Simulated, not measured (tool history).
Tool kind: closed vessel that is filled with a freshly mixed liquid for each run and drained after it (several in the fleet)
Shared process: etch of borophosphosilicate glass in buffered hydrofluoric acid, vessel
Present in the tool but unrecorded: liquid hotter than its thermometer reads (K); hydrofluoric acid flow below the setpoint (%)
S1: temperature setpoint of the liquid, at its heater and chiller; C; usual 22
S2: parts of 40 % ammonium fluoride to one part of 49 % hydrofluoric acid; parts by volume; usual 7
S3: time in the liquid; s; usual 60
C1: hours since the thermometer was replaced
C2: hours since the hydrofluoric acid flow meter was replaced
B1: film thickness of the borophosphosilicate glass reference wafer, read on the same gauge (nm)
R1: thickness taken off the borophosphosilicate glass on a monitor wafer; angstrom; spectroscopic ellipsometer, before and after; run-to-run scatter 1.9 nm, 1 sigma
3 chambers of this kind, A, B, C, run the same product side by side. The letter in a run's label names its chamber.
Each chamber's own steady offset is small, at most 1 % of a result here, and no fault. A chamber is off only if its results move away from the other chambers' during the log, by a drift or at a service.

| run | day | S1 | S2 | S3 | C1 | C2 | B1 | R1 |
|---|---|---|---|---|---|---|---|---|
| 1C | 0.333 | 22 | 7 | 60 | 268.6 | 256.3 | 60.023 | 2349.2 |
| 2B | 0.762 | 22 | 7 | 60 | 1160.6 | 223 | 59.971 | 2393.9 |
| 3A | 0.996 | 22 | 7 | 60 | 786.4 | 801.5 | 60.02 | 2356.8 |
| 4B | 1.329 | 22 | 7 | 60 | 1174.2 | 236.6 | 59.99 | 2352.2 |
| 5C | 1.671 | 24 | 7 | 40 | 300.7 | 288.4 | 60.028 | 1776.8 |
| 6A | 1.917 | 24 | 7 | 40 | 808.5 | 823.6 | 60.074 | 1780.3 |
| 7C | 2.304 | 24 | 7 | 40 | 315.9 | 303.6 | 60.034 | 1766.2 |
| 8B | 2.583 | 22 | 7 | 60 | 1204.3 | 266.7 | 60.022 | 2418.3 |
| 9A | 2.992 | 22 | 7 | 60 | 834.3 | 849.4 | 60.028 | 2402.3 |
| 10A | 3.421 | 20.5 | 7 | 40 | 844.6 | 859.7 | 60.052 | 1454.8 |
| 11C | 3.833 | 20.5 | 7 | 40 | 352.6 | 340.3 | 60.032 | 1466.6 |
| 12B | 4.088 | 20.5 | 7 | 40 | 1240.4 | 302.8 | 60.028 | 1453.2 |
| 13B | 4.558 | 26 | 7 | 50 | 1251.7 | 314.1 | 59.947 | 2434 |
| 14A | 4.9 | 26 | 7 | 50 | 880.1 | 895.2 | 60.019 | 2439.8 |
| 15C | 5.375 | 26 | 7 | 50 | 389.6 | 377.3 | 60.02 | 2443.1 |
| 16C | 5.762 | 26.5 | 9.5 | 60 | 398.9 | 386.6 | 60.009 | 2208.3 |
| 17A | 6.083 | 26.5 | 9.5 | 60 | 908.5 | 923.6 | 60.006 | 2217.6 |
| 18B | 6.567 | 26.5 | 9.5 | 60 | 1299.9 | 362.3 | 59.973 | 2292.6 |
| 19C | 6.896 | 22 | 7 | 60 | 426.1 | 413.8 | 60.014 | 2390.9 |
| 20B | 7.317 | 22 | 7 | 60 | 1317.9 | 380.3 | 60.015 | 2418 |
| 21A | 7.738 | 22 | 7 | 60 | 948.2 | 963.3 | 59.977 | 2380.4 |
| 22C | 8.142 | 22 | 7 | 60 | 456 | 443.7 | 59.984 | 2401.3 |
| 23A | 8.454 | 22 | 7 | 60 | 965.4 | 980.5 | 59.989 | 2366.1 |
| 24B | 8.892 | 20 | 7 | 60 | 1355.7 | 418.1 | 59.982 | 2214.6 |
| 25A | 9.308 | 20 | 7 | 60 | 985.9 | 1001 | 60.013 | 2140.6 |
| 26C | 9.579 | 20 | 7 | 60 | 490.5 | 478.2 | 60.005 | 2107 |
| 27B | 9.996 | 22 | 7 | 60 | 1382.2 | 444.6 | 59.999 | 2516.1 |
| 28A | 10.446 | 26.5 | 8 | 60 | 1013.2 | 1028.3 | 60.026 | 2624 |
| 29B | 10.679 | 26.5 | 8 | 60 | 1398.6 | 461 | 59.945 | 2757.2 |
| 30C | 11.092 | 26.5 | 8 | 60 | 526.8 | 514.5 | 59.957 | 2657.3 |
| 31C | 11.417 | 22 | 7 | 60 | 534.6 | 522.3 | 60.031 | 2392.3 |
| 32B | 11.767 | 19.5 | 9 | 60 | 1424.7 | 487.1 | 60.015 | 1688 |
| 33A | 12.121 | 19.5 | 9 | 60 | 1053.4 | 1068.5 | 60.027 | 1608 |
| 34A | 12.492 | 19.5 | 9 | 60 | 1062.3 | 1077.4 | 59.971 | 1562.6 |
| 35C | 12.871 | 22 | 7 | 60 | 569.5 | 557.2 | 60.021 | 2407.9 |
|  | 13.171 | chamber A: thermometer replaced |
| 36B | 13.246 | 22 | 7 | 60 | 1460.2 | 522.6 | 59.995 | 2545.1 |
| 37B | 13.688 | 22 | 7 | 60 | 1470.8 | 533.2 | 59.993 | 2559.5 |
| 38C | 13.95 | 22 | 7 | 60 | 595.4 | 583.1 | 59.968 | 2373.7 |
| 39A | 14.196 | 22 | 7 | 60 | 24.6 | 1118.3 | 60.038 | 2360.7 |
| 40A | 14.446 | 24.5 | 10 | 60 | 30.6 | 1124.3 | 59.984 | 1920.2 |
| 41B | 14.862 | 24.5 | 10 | 60 | 1499 | 561.4 | 59.964 | 2124.5 |
| 42C | 15.35 | 24.5 | 10 | 60 | 629 | 616.7 | 59.98 | 1940.3 |
| 43C | 15.596 | 22 | 7 | 60 | 634.9 | 622.6 | 60.022 | 2394.9 |

Predict what each chamber gives when all 3 of them run the settings below next.
| 44A | 15.971 | 22 | 7 | 30 |  |  |  | ? |
| 44B | 15.971 | 22 | 7 | 30 |  |  |  | ? |
| 44C | 15.971 | 22 | 7 | 30 |  |  |  | ? |

| run | R1 |
|---|---|
| 44A | 1190.1 |
| 44B | 1322.8 |
| 44C | 1186.3 |
